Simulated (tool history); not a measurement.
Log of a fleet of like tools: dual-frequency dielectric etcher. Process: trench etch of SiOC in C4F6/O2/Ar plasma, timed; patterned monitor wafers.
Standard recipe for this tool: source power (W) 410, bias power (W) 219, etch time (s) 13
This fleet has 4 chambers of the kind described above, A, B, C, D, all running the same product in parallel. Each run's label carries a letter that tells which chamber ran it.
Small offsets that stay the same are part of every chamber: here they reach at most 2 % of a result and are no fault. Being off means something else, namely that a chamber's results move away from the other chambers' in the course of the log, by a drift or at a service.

| run | hour | source power (W) | bias power (W) | etch time (s) | read-back reference wafer on the same gauge, depth_nm | mean etch depth across the wafer (nm) |
|---|---|---|---|---|---|---|
| 1C | 8.5 | 410 | 219 | 13 | 28.007 | 28.895 |
| 2D | 15.6 | 410 | 219 | 13 | 28.006 | 28.612 |
| 3A | 27 | 410 | 219 | 13 | 28.004 | 29.277 |
| 4B | 33.7 | 410 | 219 | 13 | 28.01 | 29.283 |
| 5C | 46.1 | 470 | 219 | 11.5 | 27.989 | 26.874 |
| 6D | 52.3 | 470 | 219 | 11.5 | 27.997 | 26.577 |
| 7B | 59.1 | 470 | 219 | 11.5 | 27.999 | 27.201 |
| 8A | 68.5 | 470 | 219 | 11.5 | 27.984 | 27.325 |
| 9B | 77.9 | 410 | 219 | 13 | 27.998 | 29.185 |
| 10A | 91.1 | 410 | 219 | 13 | 28.001 | 29.298 |
| 11D | 103.9 | 350 | 219 | 16 | 27.989 | 33.125 |
| 12C | 116.7 | 350 | 219 | 16 | 27.995 | 33.148 |
| 13C | 125.7 | 350 | 219 | 16 | 27.992 | 33.17 |
| 14D | 133.2 | 350 | 219 | 16 | 28.006 | 33.121 |
|  | 136 | chamber D: wet clean of the chamber |
| 15A | 142.4 | 410 | 219 | 13 | 28 | 29.304 |
| 16B | 150.3 | 310 | 219 | 13 | 28.01 | 26.337 |
| 17B | 158 | 310 | 219 | 13 | 28.007 | 26.218 |
| 18A | 164.3 | 310 | 219 | 13 | 27.976 | 26.307 |
| 19D | 175 | 310 | 219 | 13 | 27.996 | 25.718 |
| 20C | 183.7 | 410 | 219 | 13 | 27.999 | 28.48 |
| 21D | 195.8 | 410 | 219 | 13 | 28 | 28.585 |
| 22A | 205.5 | 410 | 219 | 13 | 28 | 29.307 |
| 23B | 217.3 | 410 | 219 | 13 | 27.997 | 29.267 |
| 24C | 226 | 410 | 219 | 13 | 28 | 28.449 |
| 25C | 235.5 | 410 | 219 | 13 | 28.004 | 28.46 |
| 26B | 243.2 | 410 | 219 | 13 | 28 | 29.165 |
|  | 244.5 | chamber B: wet clean of the chamber |
| 27D | 255.6 | 410 | 219 | 13 | 28.009 | 28.702 |
| 28A | 264.1 | 410 | 258 | 13 | 27.993 | 30.908 |
| 29A | 273.8 | 410 | 258 | 13 | 27.982 | 31.051 |
| 30B | 281.9 | 410 | 258 | 13 | 28.001 | 30.761 |
| 31D | 292 | 410 | 258 | 13 | 27.996 | 30.258 |
| 32C | 298.3 | 410 | 219 | 13 | 28.025 | 28.111 |

Does one chamber stand apart from the rest, does the shared gauge drift, or is all well apart from small per-chamber offsets? Give the chamber and the most likely cause, where there is one.

It is chamber C that slowly wanders off from its peers.
Cause: etch rate under this chamber's usual, % = 2.25.
The log may not tell that from: source power that arrives under what is set, %.

Here are 4 candidates for chamber C's next run, each the usual settings with a change, their results left as question marks. Which one brings its results back in line with what the others give on the usual settings?
In line here means within this much of the mean the other chambers give on the usual settings: mean etch depth across the wafer (nm) 0.23
| 33C-1 | 308.5 | 390 | 210 | 13 |  | ? |
| 33C-2 | 308.5 | 400 | 214 | 13 |  | ? |
| 33C-3 | 308.5 | 410 | 239 | 13 |  | ? |
| 33C-4 | 308.5 | 430 | 219 | 13 |  | ? |

The other chambers' mean on the usual settings: mean etch depth across the wafer (nm) 29.044
| run | mean etch depth across the wafer (nm) |
|---|---|
| 33C-1 | 27.29 |
| 33C-2 | 27.722 |
| 33C-3 | 29.013 |
| 33C-4 | 28.709 |
The right change is 33C-3: it brings the chamber back within the allowed miss of the others.
